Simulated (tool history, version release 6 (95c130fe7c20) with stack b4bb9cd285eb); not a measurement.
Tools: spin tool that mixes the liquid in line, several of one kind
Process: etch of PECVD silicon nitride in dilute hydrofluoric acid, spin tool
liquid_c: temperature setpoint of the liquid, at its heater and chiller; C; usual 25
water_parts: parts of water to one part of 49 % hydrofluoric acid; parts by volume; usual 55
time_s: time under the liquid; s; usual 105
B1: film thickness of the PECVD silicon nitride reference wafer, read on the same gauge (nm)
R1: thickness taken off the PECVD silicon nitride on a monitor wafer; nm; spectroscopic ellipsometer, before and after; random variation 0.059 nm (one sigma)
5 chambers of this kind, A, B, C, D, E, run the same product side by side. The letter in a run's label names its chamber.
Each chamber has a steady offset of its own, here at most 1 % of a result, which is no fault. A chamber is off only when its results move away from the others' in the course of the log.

{"run": "1B", "hour": 13.1, "liquid_c": 25, "water_parts": 55, "time_s": 105, "B1": 100.06, "R1": 7.6499}
{"run": "2E", "hour": 28.0, "liquid_c": 25, "water_parts": 55, "time_s": 105, "B1": 99.986, "R1": 7.5595}
{"run": "3D", "hour": 35.7, "liquid_c": 25, "water_parts": 55, "time_s": 105, "B1": 100.02, "R1": 7.6453}
{"hour": 38.6, "done": "chamber D: thermometer replaced"}
{"hour": 48.0, "done": "chamber B: thermometer replaced"}
{"run": "4A", "hour": 48.0, "liquid_c": 25, "water_parts": 55, "time_s": 105, "B1": 100.04, "R1": 7.6446}
{"run": "5C", "hour": 56.8, "liquid_c": 25, "water_parts": 55, "time_s": 105, "B1": 100.08, "R1": 7.5208}
{"run": "6B", "hour": 71.4, "liquid_c": 25, "water_parts": 55, "time_s": 105, "B1": 100, "R1": 7.588}
{"run": "7E", "hour": 78.9, "liquid_c": 25, "water_parts": 55, "time_s": 105, "B1": 99.989, "R1": 7.4026}
{"run": "8D", "hour": 87.6, "liquid_c": 25, "water_parts": 55, "time_s": 105, "B1": 100.03, "R1": 7.5231}
{"run": "9A", "hour": 96.4, "liquid_c": 25, "water_parts": 55, "time_s": 105, "B1": 99.978, "R1": 7.5426}
{"run": "10C", "hour": 105.0, "liquid_c": 25, "water_parts": 55, "time_s": 105, "B1": 99.932, "R1": 7.6731}
{"run": "11C", "hour": 121.1, "liquid_c": 29, "water_parts": 55, "time_s": 105, "B1": 99.99, "R1": 9.9035}
{"run": "12E", "hour": 129.1, "liquid_c": 29, "water_parts": 55, "time_s": 105, "B1": 100, "R1": 9.6689}
{"run": "13D", "hour": 137.6, "liquid_c": 29, "water_parts": 55, "time_s": 105, "B1": 100.03, "R1": 9.811}
{"run": "14A", "hour": 146.3, "liquid_c": 29, "water_parts": 55, "time_s": 105, "B1": 100.01, "R1": 9.9748}
{"hour": 151.0, "done": "chamber D: hydrofluoric acid flow meter replaced"}
{"run": "15B", "hour": 154.8, "liquid_c": 29, "water_parts": 55, "time_s": 105, "B1": 99.992, "R1": 9.9071}
{"run": "16C", "hour": 166.5, "liquid_c": 25, "water_parts": 55, "time_s": 105, "B1": 99.987, "R1": 7.731}
{"run": "17D", "hour": 176.6, "liquid_c": 25, "water_parts": 45, "time_s": 105, "B1": 100.02, "R1": 9.2031}
{"run": "18A", "hour": 189.8, "liquid_c": 25, "water_parts": 45, "time_s": 105, "B1": 99.95, "R1": 9.3274}
{"run": "19B", "hour": 199.8, "liquid_c": 25, "water_parts": 45, "time_s": 105, "B1": 99.956, "R1": 9.3645}
{"run": "20E", "hour": 212.1, "liquid_c": 25, "water_parts": 45, "time_s": 105, "B1": 99.977, "R1": 9.1517}
{"run": "21E", "hour": 220.7, "liquid_c": 25, "water_parts": 45, "time_s": 105, "B1": 100.06, "R1": 9.2624}
{"run": "22B", "hour": 236.9, "liquid_c": 25, "water_parts": 55, "time_s": 105, "B1": 100.01, "R1": 7.6022}
{"run": "23D", "hour": 244.0, "liquid_c": 25, "water_parts": 55, "time_s": 105, "B1": 99.986, "R1": 7.6257}
{"run": "24A", "hour": 259.9, "liquid_c": 25, "water_parts": 55, "time_s": 105, "B1": 100.01, "R1": 7.6024}
{"run": "25C", "hour": 274.8, "liquid_c": 25, "water_parts": 55, "time_s": 105, "B1": 99.993, "R1": 7.6532}
{"hour": 275.9, "done": "chamber A: hydrofluoric acid flow meter replaced"}
{"hour": 284.5, "done": "chamber B: hydrofluoric acid flow meter replaced"}
{"run": "26C", "hour": 288.0, "liquid_c": 25, "water_parts": 55, "time_s": 105, "B1": 100, "R1": 7.6901}
{"run": "27A", "hour": 296.1, "liquid_c": 25, "water_parts": 55, "time_s": 105, "B1": 99.988, "R1": 7.6499}
{"run": "28B", "hour": 309.1, "liquid_c": 21, "water_parts": 55, "time_s": 105, "B1": 100.02, "R1": 5.7319}
{"run": "29D", "hour": 316.1, "liquid_c": 21, "water_parts": 55, "time_s": 105, "B1": 100.01, "R1": 5.7544}
{"run": "30E", "hour": 325.4, "liquid_c": 21, "water_parts": 55, "time_s": 105, "B1": 99.981, "R1": 5.7476}
{"run": "31E", "hour": 335.4, "liquid_c": 21, "water_parts": 55, "time_s": 105, "B1": 100.02, "R1": 5.8037}
{"run": "32A", "hour": 346.4, "liquid_c": 21, "water_parts": 55, "time_s": 105, "B1": 99.974, "R1": 5.8536}
{"run": "33D", "hour": 359.0, "liquid_c": 25, "water_parts": 55, "time_s": 105, "B1": 99.968, "R1": 7.6537}
{"run": "34B", "hour": 372.2, "liquid_c": 25, "water_parts": 55, "time_s": 105, "B1": 100.04, "R1": 7.52}
{"run": "35C", "hour": 386.2, "liquid_c": 25, "water_parts": 55, "time_s": 105, "B1": 100.04, "R1": 7.685}
{"hour": 394.4, "done": "chamber E: thermometer replaced"}
{"run": "36E", "hour": 396.8, "liquid_c": 25, "water_parts": 55, "time_s": 105, "B1": 100.01, "R1": 7.4984}
{"run": "37B", "hour": 404.8, "liquid_c": 25, "water_parts": 55, "time_s": 105, "B1": 99.987, "R1": 7.4908}
{"run": "38C", "hour": 419.4, "liquid_c": 25, "water_parts": 55, "time_s": 105, "B1": 99.995, "R1": 7.6279}
{"run": "39A", "hour": 430.2, "liquid_c": 25, "water_parts": 55, "time_s": 105, "B1": 99.955, "R1": 7.7622}
{"run": "40D", "hour": 443.4, "liquid_c": 25, "water_parts": 55, "time_s": 105, "B1": 99.994, "R1": 7.5405}
{"run": "41A", "hour": 456.8, "liquid_c": 25, "water_parts": 55, "time_s": 105, "B1": 99.984, "R1": 7.5944}
{"run": "42E", "hour": 465.8, "liquid_c": 25, "water_parts": 55, "time_s": 105, "B1": 100.01, "R1": 7.5932}

Is one chamber off against the others, does the gauge drift, or is nothing wrong? If a chamber is off, say which, and what the likeliest cause is.

No chamber stands off beyond its own small offset, and the gauge holds steady.
